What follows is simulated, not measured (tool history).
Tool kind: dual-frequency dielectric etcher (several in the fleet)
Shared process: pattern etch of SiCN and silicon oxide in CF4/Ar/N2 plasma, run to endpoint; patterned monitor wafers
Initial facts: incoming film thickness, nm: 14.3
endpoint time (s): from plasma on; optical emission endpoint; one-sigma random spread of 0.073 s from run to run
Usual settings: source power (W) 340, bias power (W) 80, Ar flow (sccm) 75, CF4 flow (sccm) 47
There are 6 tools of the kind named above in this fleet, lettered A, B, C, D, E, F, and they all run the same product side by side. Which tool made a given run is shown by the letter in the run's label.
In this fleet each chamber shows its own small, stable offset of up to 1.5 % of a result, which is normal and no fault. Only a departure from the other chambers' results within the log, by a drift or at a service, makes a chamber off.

run     day  source power (W)  bias power (W)  Ar flow (sccm)  CF4 flow (sccm)  endpoint time (s)
 1F   0.471               340              80              75               47             20.494
 2B   0.883               340              80              75               47             20.655
 3C   1.238               340              80              75               47             20.684
 4A   1.812               340              80              75               47             20.984
 5E   2.212               370              80              75               57             18.602
      2.296  -- chamber A: wet clean of the chamber
 6D   2.833               370              80              75               57             18.770
 7D   3.371               370              80              75               57             18.715
 8C   3.833               370              80              75               57             18.711
 9F   4.312               370              80              75               57             18.515
      4.658  -- chamber A: bias power generator calibrated
10A   4.879               370              80              75               57             19.115
11B   5.262               340              89              75               47             19.975
12E   5.688               340              89              75               47             20.128
13E   6.275               340              89              75               47             19.999
14A   6.754               340              89              75               47             20.163
15D   7.175               340              89              75               47             19.964
16F   7.475               340              89              75               47             19.795
      7.646  -- chamber F: source power generator calibrated
17C   7.779               340              80              75               47             20.794
      7.788  -- chamber C: wet clean of the chamber
18B   8.312               340              80              75               47             20.695
19E   8.733               340              80              75               47             20.711
20D   9.008               410              80              75               47             17.460
21F   9.296               410              80              75               47             17.394
22C   9.667               410              80              75               47             17.557
      9.671  -- chamber E: wet clean of the chamber
23B  10.042               410              80              75               47             17.619
24A  10.454               410              80              75               47             17.952
25F  11.038               410              80              75               47             17.473
26C  11.312               340              80              83               47             21.105
27D  11.862               340              80              83               47             20.882
     12.062  -- chamber F: wet clean of the chamber
28B  12.388               340              80              83               47             20.874
29E  12.958               340              80              83               47             21.408
30A  13.550               340              80              83               47             21.268
31E  14.108               340              80              83               47             21.450
32F  14.671               340              80              75               47             20.519
33D  15.054               340              80              75               47             20.552
34A  15.438               340              80              75               47             21.002
35C  15.917               340              80              75               47             20.769
36B  16.329               340              62              75               47             22.673
37A  16.688               340              62              75               47             22.784
38B  17.183               340              62              75               47             22.674
39F  17.596               340              62              75               47             22.486

Is one chamber off against the others, does the gauge drift, or is nothing wrong? If a chamber is off, say which, and what the likeliest cause is.

One chamber, E, drifts off from the rest bit by bit.
What lies behind it: source power that arrives under what is set, % = 2.82.

Which of the 4 candidates below, each the usual settings with something changed and its results left as question marks, puts chamber E back in line with what the other chambers give on the usual settings?
Allowed miss from the other chambers' usual-settings mean, per result, to count as in line: endpoint time (s) 0.250
40E-1  18.046               340              84              73               48                  ?
40E-2  18.046               340              89              75               49                  ?
40E-3  18.046               340              80              88               47                  ?
40E-4  18.046               340              72              78               45                  ?

On the usual settings, the other chambers give on average: endpoint time (s) 20.705
  run  endpoint time (s)
40E-1             20.666
40E-2             20.260
40E-3             21.667
40E-4             22.242
40E-1 brings the chamber back in line.

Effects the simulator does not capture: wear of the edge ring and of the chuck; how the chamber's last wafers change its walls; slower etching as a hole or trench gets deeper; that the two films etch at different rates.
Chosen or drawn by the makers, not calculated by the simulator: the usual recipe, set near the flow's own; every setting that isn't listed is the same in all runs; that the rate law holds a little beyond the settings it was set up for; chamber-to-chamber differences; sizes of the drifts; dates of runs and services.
